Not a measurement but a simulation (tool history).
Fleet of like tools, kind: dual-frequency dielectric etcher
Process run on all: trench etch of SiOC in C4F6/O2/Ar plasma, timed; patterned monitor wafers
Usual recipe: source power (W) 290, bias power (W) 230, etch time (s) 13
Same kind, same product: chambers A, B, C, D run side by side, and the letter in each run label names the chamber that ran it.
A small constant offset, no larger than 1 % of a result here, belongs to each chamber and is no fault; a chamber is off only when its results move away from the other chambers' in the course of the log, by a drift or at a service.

run     day  source power (W)  bias power (W)  etch time (s)  read-back reference wafer on the same gauge, depth_nm  mean etch depth across the wafer (nm)
 1A    0.35               290             230             13                                                 26.411                                 25.786
 2B   0.542               290             230             13                                                 26.398                                  25.89
 3D   0.721               290             230             13                                                 26.409                                 25.838
 4C   0.938               290             230             13                                                 26.414                                 25.699
 5A   1.308               290             230             13                                                 26.429                                 25.648
 6C   1.667               290             230             13                                                 26.402                                 25.658
 7D   1.883               290             230             13                                                   26.4                                 25.804
 8B   2.071               290             230             13                                                  26.38                                  26.02
 9C   2.329               290             230             13                                                 26.395                                 25.746
      2.621  -- chamber D: wet clean of the chamber
10A   2.646               290             230             13                                                  26.42                                 25.725
11D   2.896               290             230             13                                                 26.397                                 25.889
12B   3.067               290             230             13                                                 26.407                                 26.014
13D     3.3               340             230             10                                                 26.406                                 21.227
14C   3.675               340             230             10                                                 26.408                                 20.991
15A   3.854               340             230             10                                                 26.407                                 21.097
16B   4.221               340             230             10                                                 26.386                                 21.264
17C   4.517               290             230             13                                                 26.395                                 25.727
18B   4.808               290             230             13                                                 26.413                                 26.018
       4.85  -- chamber C: bias power generator calibrated
19D   5.146               290             230             13                                                 26.381                                 25.851
20A   5.446               230             230             10                                                   26.4                                 18.126
21C   5.633               230             230             10                                                 26.415                                 18.075
22D   5.825               230             230             10                                                 26.393                                 18.342
23B   6.021               230             230             10                                                 26.409                                 18.263
24A   6.367               290             230             13                                                 26.372                                 25.665
25B     6.7               290             230             13                                                 26.412                                 25.985
26D   6.892               290             230             13                                                 26.402                                 25.981
27A   7.238               290             230             13                                                 26.369                                 25.848
28C   7.433               290             230             13                                                 26.404                                 25.603
29B   7.608               290             230             13                                                   26.4                                 25.929
30C   7.929               290             230             13                                                 26.393                                 25.597
31D   8.229               290             230             13                                                  26.42                                 25.954
32A   8.508               290             230             13                                                 26.385                                  25.78
33D   8.771               290             230           10.5                                                  26.39                                 21.002
34C    9.05               290             230           10.5                                                 26.388                                 20.787
35A   9.229               290             230           10.5                                                 26.408                                 20.745
36B   9.592               290             230           10.5                                                 26.421                                 20.975
37C   9.958               290             230             13                                                 26.405                                 25.759
38A  10.229               330             230             13                                                 26.388                                 26.918

Next, all 4 chambers run the settings below, one line each with question marks for the results. What does each chamber give?
39A  10.496               290             230             13                                                                                             ?
39B  10.496               290             230             13                                                                                             ?
39C  10.496               290             230             13                                                                                             ?
39D  10.496               290             230             13                                                                                             ?

run  mean etch depth across the wafer (nm)
39A                                 25.778
39B                                 26.089
39C                                  25.75
39D                                 25.928
